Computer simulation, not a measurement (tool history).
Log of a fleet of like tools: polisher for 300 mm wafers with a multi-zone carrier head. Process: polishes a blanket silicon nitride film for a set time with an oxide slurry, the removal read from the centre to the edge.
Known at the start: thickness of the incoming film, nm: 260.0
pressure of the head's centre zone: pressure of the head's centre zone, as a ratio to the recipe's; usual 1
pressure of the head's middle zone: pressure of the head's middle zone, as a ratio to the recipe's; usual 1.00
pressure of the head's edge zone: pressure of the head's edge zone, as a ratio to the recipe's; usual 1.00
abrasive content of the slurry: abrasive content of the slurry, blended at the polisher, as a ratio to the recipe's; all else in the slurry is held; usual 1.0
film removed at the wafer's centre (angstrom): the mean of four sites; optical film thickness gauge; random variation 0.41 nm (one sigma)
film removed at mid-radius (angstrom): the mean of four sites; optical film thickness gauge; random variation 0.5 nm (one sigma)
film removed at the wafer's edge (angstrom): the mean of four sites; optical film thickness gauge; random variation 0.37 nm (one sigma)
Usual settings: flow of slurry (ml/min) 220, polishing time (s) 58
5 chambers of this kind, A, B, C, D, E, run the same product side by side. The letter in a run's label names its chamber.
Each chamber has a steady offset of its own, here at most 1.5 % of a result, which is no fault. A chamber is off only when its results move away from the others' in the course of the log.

run	hour	flow of slurry (ml/min)	pressure of the head's centre zone	pressure of the head's middle zone	pressure of the head's edge zone	abrasive content of the slurry	polishing time (s)	wafers polished on this pad	hours since the slurry nozzle was cleaned	hours since the centre zone pressure was calibrated	hours since the edge zone pressure was calibrated	film removed at the wafer's centre (angstrom)	film removed at mid-radius (angstrom)	film removed at the wafer's edge (angstrom)
# hour 7.4: chamber B: worn pad replaced by a new one
1A	9.7	220	1	1.00	1.00	1.0	58	259	379.9	578.4	389.3	424.64	404.25	413.42
# hour 12.2: chamber E: worn pad replaced by a new one
2B	18.5	220	1	1.00	1.00	1.0	58	131	291.5	292.3	660.3	416.65	409.32	413.25
3C	23.5	220	1	1.00	1.00	1.0	58	429	167.6	46.4	108.7	407.05	417.26	416.76
4D	29.0	220	1	1.00	1.00	1.0	58	349	933.2	331.7	709.1	416.09	411.81	411.03
5E	36.0	220	1	1.00	1.00	1.0	58	281	275.7	794.7	704.5	408.62	406.67	412.98
6B	42.3	220	1	0.89	1.00	1.0	58	413	315.3	316.1	684.1	416.50	365.73	406.05
7D	52.6	220	1	0.89	1.00	1.0	58	628	956.8	355.3	732.7	413.93	368.73	414.51
# hour 54.3: chamber C: worn pad replaced by a new one
8C	57.4	220	1	0.89	1.00	1.0	58	37	201.5	80.3	142.6	406.71	374.11	413.74
9E	65.1	220	1	0.89	1.00	1.0	58	625	304.8	823.8	733.6	417.59	375.99	409.78
# hour 68.3: chamber D: slurry nozzle cleaned
10A	70.8	220	1	0.89	1.00	1.0	58	982	441.0	639.5	450.4	415.86	369.22	406.25
11D	80.9	220	1	1.00	1.00	1.0	58	963	12.6	383.6	761.0	417.42	407.57	412.79
12E	88.5	220	1	1.00	1.00	1.0	58	902	328.2	847.2	757.0	414.38	407.14	414.75
13C	94.0	220	1	1.00	1.00	1.0	58	470	238.1	116.9	179.2	415.61	422.46	410.48
# hour 102.3: chamber D: worn pad replaced by a new one
14A	104.6	220	1	1.00	1.00	1.0	58	1381	474.8	673.3	484.2	408.73	406.42	406.06
# hour 111.4: chamber B: worn pad replaced by a new one
# hour 114.8: chamber A: worn pad replaced by a new one
15B	114.9	220	1	1.00	0.96	0.9	58	41	387.9	388.7	756.7	395.31	398.69	383.14
# hour 117.6: chamber C: worn pad replaced by a new one
# hour 122.9: chamber D: centre zone pressure recalibrated
16A	124.9	220	1	1.00	0.96	0.9	58	119	495.1	693.6	504.5	383.63	377.60	375.75
# hour 133.0: chamber E: worn pad replaced by a new one
17E	135.0	220	1	1.00	0.96	0.9	58	24	374.7	893.7	803.5	392.43	387.91	385.68
18D	139.8	220	1	1.00	0.96	0.9	58	444	71.5	16.9	819.9	399.03	398.43	384.26
19B	149.6	220	1	1.00	0.96	0.9	58	452	422.6	423.4	791.4	396.68	397.29	381.67
20C	154.5	220	1	1.00	1.00	1.0	58	436	298.6	177.4	239.7	404.68	418.98	406.74
21E	160.0	220	1	1.00	1.00	1.0	58	320	399.7	918.7	828.5	416.09	417.95	406.87
22C	166.5	220	1	1.00	1.00	1.0	58	578	310.6	189.4	251.7	409.14	403.17	419.39
# hour 172.1: chamber B: edge zone pressure recalibrated
23A	175.3	220	1	1.00	1.00	1.0	58	715	545.5	744.0	554.9	402.24	397.68	400.30
24B	181.6	220	1	1.00	1.00	1.0	58	830	454.6	455.4	9.5	409.78	403.80	409.58
# hour 185.1: chamber C: worn pad replaced by a new one
25D	188.3	220	1	1.00	1.00	1.0	58	1017	120.0	65.4	868.4	420.07	412.36	411.68
# hour 197.4: chamber D: worn pad replaced by a new one
26D	198.5	220	1	1.00	1.00	1.0	58	13	130.2	75.6	878.6	415.30	407.49	416.20
27E	208.0	220	1	1.00	1.00	1.0	58	887	447.7	966.7	876.5	414.94	406.60	413.27
28B	217.0	220	1	1.00	1.00	1.0	58	1249	490.0	490.8	44.9	419.39	412.26	411.49
# hour 218.7: chamber B: worn pad replaced by a new one
29A	223.7	220	1	1.00	1.00	1.0	58	1288	593.9	792.4	603.3	393.85	394.04	396.32
# hour 226.5: chamber A: worn pad replaced by a new one
30C	228.9	220	1	1.00	1.00	1.0	58	518	373.0	251.8	314.1	407.93	415.32	412.30
31E	236.8	220	1	1.00	1.00	1.0	58	1228	476.5	995.5	905.3	415.32	408.55	411.37
# hour 237.7: chamber C: worn pad replaced by a new one
32C	242.1	220	1	1.00	1.00	1.0	58	52	386.2	265.0	327.3	408.60	411.22	410.28
33D	252.9	220	1	1.00	1.00	1.0	58	657	184.6	130.0	933.0	408.89	413.71	415.44
34A	258.8	220	1	1.00	1.00	1.0	58	382	629.0	827.5	638.4	394.52	383.88	392.32
35B	267.3	220	1	1.00	1.00	1.0	58	575	540.3	541.1	95.2	415.51	409.98	413.50
36B	275.0	220	1	1.00	1.00	1.0	58	666	548.0	548.8	102.9	412.25	406.26	401.52
# hour 276.2: chamber A: centre zone pressure recalibrated
# hour 281.0: chamber D: edge zone pressure recalibrated
37C	285.0	220	1	1.00	1.00	1.0	58	559	429.1	307.9	370.2	408.48	409.36	411.72
38D	294.5	220	1	1.00	1.00	1.0	58	1149	226.2	171.6	13.5	413.33	404.87	416.37
39A	300.8	220	1	1.00	1.00	1.0	58	879	671.0	24.6	680.4	373.55	380.60	392.59

Is one chamber off against the others, does the gauge drift, or is nothing wrong? If a chamber is off, say which, and what the likeliest cause is.

Chamber A drifts away from the others.
Cause: slurry flow missing at the pad, % = 40.2.

Here are 4 candidates for chamber A's next run, each the usual settings with a change, their results left as question marks. Which one brings its results back in line with what the others give on the usual settings?
In line means no further than this from the other chambers' mean on the usual settings: film removed at the wafer's centre (angstrom) 14.00; film removed at mid-radius (angstrom) 17.00; film removed at the wafer's edge (angstrom) 13.00
40A-1	308.7	210	0.96	0.97	1.03	0.95	53					?	?	?
40A-2	308.7	225	1.02	1.01	0.99	1.00	62					?	?	?
40A-3	308.7	230	1.04	1.03	0.97	1.05	64					?	?	?
40A-4	308.7	215	0.98	0.98	1.02	1.00	55					?	?	?

The other chambers' mean on the usual settings: film removed at the wafer's centre (angstrom) 412.60; film removed at mid-radius (angstrom) 410.48; film removed at the wafer's edge (angstrom) 411.13
run	film removed at the wafer's centre (angstrom)	film removed at mid-radius (angstrom)	film removed at the wafer's edge (angstrom)
40A-1	316.86	325.23	351.98
40A-2	412.32	409.71	416.58
40A-3	446.46	441.77	435.85
40A-4	346.23	350.35	373.10
40A-2 brings the chamber back in line.
